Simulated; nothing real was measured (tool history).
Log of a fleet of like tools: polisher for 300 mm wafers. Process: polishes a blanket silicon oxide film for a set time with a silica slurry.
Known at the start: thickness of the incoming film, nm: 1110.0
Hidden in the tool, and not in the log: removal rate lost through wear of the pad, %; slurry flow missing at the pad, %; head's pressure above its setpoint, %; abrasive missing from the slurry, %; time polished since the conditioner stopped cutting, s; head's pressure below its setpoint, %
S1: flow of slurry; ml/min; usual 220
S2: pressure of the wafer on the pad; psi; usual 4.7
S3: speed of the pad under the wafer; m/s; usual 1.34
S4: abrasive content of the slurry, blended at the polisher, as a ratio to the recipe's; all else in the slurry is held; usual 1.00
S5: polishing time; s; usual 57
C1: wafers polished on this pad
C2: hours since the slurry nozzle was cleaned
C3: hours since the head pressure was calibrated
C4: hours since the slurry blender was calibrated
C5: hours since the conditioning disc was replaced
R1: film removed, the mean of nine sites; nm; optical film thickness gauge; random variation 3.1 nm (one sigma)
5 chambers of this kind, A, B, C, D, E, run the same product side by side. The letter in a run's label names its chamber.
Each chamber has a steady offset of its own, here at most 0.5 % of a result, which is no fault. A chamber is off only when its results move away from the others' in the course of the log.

run 1C hour=6.5 | S1=220 S2=4.7 S3=1.34 S4=1.00 S5=57 | C1=433 C2=110.9 C3=230.2 C4=206.0 C5=148.0 | R1=293.70
-- hour=8.8 chamber A: slurry blender recalibrated
run 2A hour=12.4 | S1=220 S2=4.7 S3=1.34 S4=1.00 S5=57 | C1=821 C2=234.6 C3=325.3 C4=3.7 C5=52.2 | R1=287.28
run 3D hour=17.2 | S1=220 S2=4.7 S3=1.34 S4=1.00 S5=57 | C1=999 C2=234.3 C3=139.1 C4=177.6 C5=60.0 | R1=282.82
-- hour=18.1 chamber E: slurry blender recalibrated
run 4E hour=23.1 | S1=220 S2=4.7 S3=1.34 S4=1.00 S5=57 | C1=487 C2=234.6 C3=674.5 C4=5.1 C5=103.5 | R1=287.40
run 5B hour=26.1 | S1=220 S2=4.7 S3=1.34 S4=1.00 S5=57 | C1=917 C2=87.2 C3=55.2 C4=79.0 C5=56.5 | R1=288.32
-- hour=27.2 chamber B: worn pad replaced by a new one
-- hour=30.2 chamber C: worn pad replaced by a new one
run 6D hour=31.5 | S1=220 S2=4.7 S3=1.34 S4=1.00 S5=57 | C1=1142 C2=248.6 C3=153.4 C4=191.9 C5=74.3 | R1=288.52
-- hour=35.5 chamber A: worn pad replaced by a new one
run 7C hour=35.9 | S1=220 S2=4.7 S3=1.34 S4=1.00 S5=57 | C1=57 C2=140.3 C3=259.6 C4=235.4 C5=177.4 | R1=289.63
run 8B hour=40.5 | S1=220 S2=4.7 S3=1.34 S4=1.00 S5=57 | C1=134 C2=101.6 C3=69.6 C4=93.4 C5=70.9 | R1=290.87
-- hour=44.4 chamber D: worn pad replaced by a new one
run 9E hour=47.0 | S1=220 S2=4.7 S3=1.66 S4=1.20 S5=57 | C1=727 C2=258.5 C3=698.4 C4=29.0 C5=127.4 | R1=367.93
run 10A hour=51.2 | S1=220 S2=4.7 S3=1.66 S4=1.20 S5=57 | C1=157 C2=273.4 C3=364.1 C4=42.5 C5=91.0 | R1=370.53
run 11E hour=56.1 | S1=220 S2=4.7 S3=1.66 S4=1.20 S5=57 | C1=818 C2=267.6 C3=707.5 C4=38.1 C5=136.5 | R1=369.79
run 12B hour=62.0 | S1=220 S2=4.7 S3=1.66 S4=1.20 S5=57 | C1=349 C2=123.1 C3=91.1 C4=114.9 C5=92.4 | R1=373.53
run 13A hour=65.8 | S1=220 S2=4.7 S3=1.66 S4=1.20 S5=57 | C1=303 C2=288.0 C3=378.7 C4=57.1 C5=105.6 | R1=369.41
run 14C hour=69.5 | S1=220 S2=4.7 S3=1.34 S4=0.75 S5=57 | C1=394 C2=173.9 C3=293.2 C4=269.0 C5=211.0 | R1=257.61
run 15D hour=72.8 | S1=220 S2=4.7 S3=1.34 S4=0.75 S5=57 | C1=284 C2=289.9 C3=194.7 C4=233.2 C5=115.6 | R1=242.03
run 16E hour=78.4 | S1=220 S2=4.7 S3=1.34 S4=0.75 S5=57 | C1=1041 C2=289.9 C3=729.8 C4=60.4 C5=158.8 | R1=250.97
-- hour=81.7 chamber E: conditioning disc replaced and pad reconditioned
run 17C hour=82.6 | S1=220 S2=4.7 S3=1.34 S4=0.75 S5=57 | C1=525 C2=187.0 C3=306.3 C4=282.1 C5=224.1 | R1=251.91
-- hour=84.1 chamber B: conditioning disc replaced and pad reconditioned
run 18A hour=89.2 | S1=220 S2=4.7 S3=1.34 S4=0.75 S5=57 | C1=538 C2=311.4 C3=402.1 C4=80.5 C5=129.0 | R1=248.25
-- hour=89.9 chamber C: slurry blender recalibrated
run 19B hour=94.8 | S1=220 S2=4.7 S3=1.34 S4=1.00 S5=57 | C1=678 C2=155.9 C3=123.9 C4=147.7 C5=10.8 | R1=290.57
-- hour=95.3 chamber C: worn pad replaced by a new one
-- hour=95.9 chamber C: conditioning disc replaced and pad reconditioned
run 20D hour=99.1 | S1=220 S2=3.7 S3=0.94 S4=1.00 S5=57 | C1=548 C2=316.2 C3=221.0 C4=259.5 C5=141.9 | R1=164.55
run 21B hour=103.0 | S1=220 S2=3.7 S3=0.94 S4=1.00 S5=57 | C1=760 C2=164.1 C3=132.1 C4=155.9 C5=19.0 | R1=169.57
-- hour=108.4 chamber D: conditioning disc replaced and pad reconditioned
run 22D hour=109.2 | S1=220 S2=3.7 S3=0.94 S4=1.00 S5=57 | C1=649 C2=326.3 C3=231.1 C4=269.6 C5=0.9 | R1=162.43
-- hour=111.9 chamber E: worn pad replaced by a new one
run 23E hour=114.9 | S1=220 S2=3.7 S3=0.94 S4=1.00 S5=57 | C1=30 C2=326.4 C3=766.3 C4=96.9 C5=33.2 | R1=169.34
-- hour=120.4 chamber B: worn pad replaced by a new one
run 24C hour=121.6 | S1=220 S2=3.7 S3=0.94 S4=1.00 S5=57 | C1=264 C2=226.0 C3=345.3 C4=31.8 C5=25.8 | R1=166.34
-- hour=123.7 chamber A: worn pad replaced by a new one
run 25A hour=127.1 | S1=220 S2=4.7 S3=1.34 S4=1.00 S5=57 | C1=34 C2=349.3 C3=440.0 C4=118.4 C5=166.9 | R1=286.04
run 26B hour=132.6 | S1=220 S2=4.7 S3=1.34 S4=1.00 S5=57 | C1=122 C2=193.7 C3=161.7 C4=185.5 C5=48.6 | R1=286.99
run 27A hour=138.9 | S1=220 S2=4.7 S3=1.34 S4=1.00 S5=57 | C1=152 C2=361.1 C3=451.8 C4=130.2 C5=178.7 | R1=288.21
run 28E hour=143.4 | S1=220 S2=5.4 S3=1.34 S4=0.80 S5=57 | C1=316 C2=354.9 C3=794.8 C4=125.4 C5=61.7 | R1=292.40
run 29C hour=149.4 | S1=220 S2=5.4 S3=1.34 S4=0.80 S5=57 | C1=542 C2=253.8 C3=373.1 C4=59.6 C5=53.6 | R1=292.94
-- hour=152.5 chamber B: slurry blender recalibrated
run 30D hour=153.8 | S1=220 S2=5.4 S3=1.34 S4=0.80 S5=57 | C1=1096 C2=370.9 C3=275.7 C4=314.2 C5=45.5 | R1=266.72
-- hour=154.5 chamber C: slurry nozzle cleaned
-- hour=157.1 chamber A: slurry blender recalibrated
run 31D hour=159.8 | S1=220 S2=5.4 S3=1.34 S4=0.80 S5=57 | C1=1156 C2=376.9 C3=281.7 C4=320.2 C5=51.5 | R1=269.69
run 32E hour=164.9 | S1=220 S2=5.4 S3=1.34 S4=0.80 S5=57 | C1=531 C2=376.4 C3=816.3 C4=146.9 C5=83.2 | R1=299.84
run 33C hour=170.3 | S1=220 S2=4.7 S3=1.34 S4=1.00 S5=57 | C1=752 C2=15.9 C3=394.0 C4=80.5 C5=74.5 | R1=295.02
run 34B hour=174.4 | S1=220 S2=4.7 S3=1.34 S4=1.00 S5=57 | C1=541 C2=235.5 C3=203.5 C4=21.9 C5=90.4 | R1=288.33
-- hour=177.7 chamber C: worn pad replaced by a new one
-- hour=178.4 chamber D: worn pad replaced by a new one
run 35A hour=179.3 | S1=220 S2=4.7 S3=1.34 S4=0.80 S5=51 | C1=557 C2=401.5 C3=492.2 C4=22.2 C5=219.1 | R1=230.34
run 36E hour=183.4 | S1=220 S2=4.7 S3=1.34 S4=0.80 S5=51 | C1=716 C2=394.9 C3=834.8 C4=165.4 C5=101.7 | R1=232.25
run 37D hour=187.8 | S1=220 S2=4.7 S3=1.34 S4=0.80 S5=51 | C1=94 C2=404.9 C3=309.7 C4=348.2 C5=79.5 | R1=199.71
run 38B hour=193.9 | S1=220 S2=4.7 S3=1.34 S4=0.80 S5=51 | C1=737 C2=255.0 C3=223.0 C4=41.4 C5=109.9 | R1=228.28
run 39A hour=197.1 | S1=220 S2=4.7 S3=1.34 S4=0.80 S5=51 | C1=735 C2=419.3 C3=510.0 C4=40.0 C5=236.9 | R1=233.38
run 40C hour=202.9 | S1=220 S2=4.7 S3=1.34 S4=1.00 S5=57 | C1=253 C2=48.5 C3=426.6 C4=113.1 C5=107.1 | R1=289.45

All 5 chambers run these settings next. Forecast each chamber's results:
run 41A hour=207.8 | S1=220 S2=4.7 S3=1.34 S4=0.85 S5=57 | R1=?
run 41B hour=207.8 | S1=220 S2=4.7 S3=1.34 S4=0.85 S5=57 | R1=?
run 41C hour=207.8 | S1=220 S2=4.7 S3=1.34 S4=0.85 S5=57 | R1=?
run 41D hour=207.8 | S1=220 S2=4.7 S3=1.34 S4=0.85 S5=57 | R1=?
run 41E hour=207.8 | S1=220 S2=4.7 S3=1.34 S4=0.85 S5=57 | R1=?

run=41A R1=266.82
run=41B R1=265.80
run=41C R1=270.67
run=41D R1=230.05
run=41E R1=266.47
